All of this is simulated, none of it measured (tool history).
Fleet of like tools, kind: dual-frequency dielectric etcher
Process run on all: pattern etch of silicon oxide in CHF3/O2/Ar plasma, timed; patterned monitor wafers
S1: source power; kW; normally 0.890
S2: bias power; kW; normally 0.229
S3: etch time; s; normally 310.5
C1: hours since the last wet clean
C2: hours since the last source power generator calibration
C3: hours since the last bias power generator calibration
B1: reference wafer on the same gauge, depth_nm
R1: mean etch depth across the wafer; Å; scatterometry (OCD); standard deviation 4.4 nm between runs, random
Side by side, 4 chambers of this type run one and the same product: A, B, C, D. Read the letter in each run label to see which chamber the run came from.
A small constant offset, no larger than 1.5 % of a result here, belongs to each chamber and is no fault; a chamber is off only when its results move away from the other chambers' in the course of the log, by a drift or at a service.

run   hour     S1     S2     S3     C1      C2      C3      B1      R1
 1B    7.8  0.890  0.229  310.5  111.2  1551.9  1541.4  868.91  7739.6
 2A   16.6  0.890  0.229  310.5   23.4  2659.7  1107.0  867.22  7697.5
 3C   23.6  0.890  0.229  310.5  316.5   547.9  2067.5  867.50  7804.3
 4D   34.1  0.890  0.229  310.5  333.7  1986.9  1262.6  867.22  7653.0
 5A   48.4  0.890  0.229  310.5   55.2  2691.5  1138.8  867.63  7681.3
 6C   64.4  0.890  0.229  310.5  357.3   588.7  2108.3  868.83  7799.7
 7B   78.9  0.890  0.229  310.5  182.3  1623.0  1612.5  868.00  7731.9
 8D   88.0  0.890  0.229  310.5  387.6  2040.8  1316.5  868.83  7617.7
 9D  102.8  0.890  0.229  310.5  402.4  2055.6  1331.3  868.41  7554.7
     109.3  -- chamber C: wet clean of the chamber
10A  111.7  1.040  0.229  310.5  118.5  2754.8  1202.1  868.00  8166.0
11B  120.5  1.040  0.229  310.5  223.9  1664.6  1654.1  868.04  8222.3
12C  133.5  1.040  0.229  310.5   24.3   657.8  2177.4  867.98  8175.8
13D  144.9  1.040  0.229  310.5  444.5  2097.7  1373.4  870.03  8093.0
     152.2  -- chamber A: source power generator calibrated
14B  155.2  0.890  0.229  310.5  258.6  1699.3  1688.8  867.90  7791.9
15A  170.8  0.890  0.229  310.5  177.6    18.7  1261.2  868.39  7650.8
16C  184.7  0.890  0.229  310.5   75.5   709.0  2228.6  867.75  7730.7
17D  192.5  0.890  0.229  310.5  492.1  2145.3  1421.0  867.87  7679.7
18C  199.9  0.890  0.255  310.5   90.7   724.2  2243.8  868.99  8010.2
19A  211.9  0.890  0.255  310.5  218.7    59.8  1302.3  867.75  7929.9
20B  220.1  0.890  0.255  310.5  323.5  1764.2  1753.7  867.03  8063.2
     221.0  -- chamber D: wet clean of the chamber
21D  229.0  0.890  0.255  310.5    8.0  2181.8  1457.5  868.17  7924.1
22B  236.4  0.890  0.229  310.5  339.8  1780.5  1770.0  867.31  7702.8
23C  249.5  0.890  0.229  310.5  140.3   773.8  2293.4  867.06  7761.2
24A  258.6  0.890  0.271  310.5  265.4   106.5  1349.0  868.29  8157.5
25C  265.8  0.890  0.271  310.5  156.6   790.1  2309.7  866.77  8267.3
26D  277.5  0.890  0.271  310.5   56.5  2230.3  1506.0  868.41  8062.9
27B  289.7  0.890  0.271  310.5  393.1  1833.8  1823.3  868.77  8189.9
28A  302.5  0.890  0.229  310.5  309.3   150.4  1392.9  867.85  7673.5
29B  317.1  0.890  0.229  310.5  420.5  1861.2  1850.7  868.10  7776.7
30A  327.7  0.890  0.229  310.5  334.5   175.6  1418.1  867.31  7673.5
     336.4  -- chamber B: wet clean of the chamber
31C  340.8  0.890  0.229  310.5  231.6   865.1  2384.7  868.23  7738.6
32D  349.5  0.890  0.229  224.0  128.5  2302.3  1578.0  869.51  5486.4
33D  361.1  0.890  0.229  224.0  140.1  2313.9  1589.6  868.00  5532.9
34C  373.3  0.890  0.229  224.0  264.1   897.6  2417.2  867.80  5607.5
35A  388.1  0.890  0.229  224.0  394.9   236.0  1478.5  868.82  5590.5
36B  395.2  0.890  0.229  310.5   58.8  1939.3  1928.8  868.14  7707.8
37D  408.5  0.890  0.229  310.5  187.5  2361.3  1637.0  867.75  7530.3

What goes on in this fleet: one chamber off, a drifting gauge, or nothing beyond the chambers' own small offsets? Name the chamber and the cause, if any.

Nothing is wrong: each chamber keeps only its own small, steady offset and the gauge holds still.

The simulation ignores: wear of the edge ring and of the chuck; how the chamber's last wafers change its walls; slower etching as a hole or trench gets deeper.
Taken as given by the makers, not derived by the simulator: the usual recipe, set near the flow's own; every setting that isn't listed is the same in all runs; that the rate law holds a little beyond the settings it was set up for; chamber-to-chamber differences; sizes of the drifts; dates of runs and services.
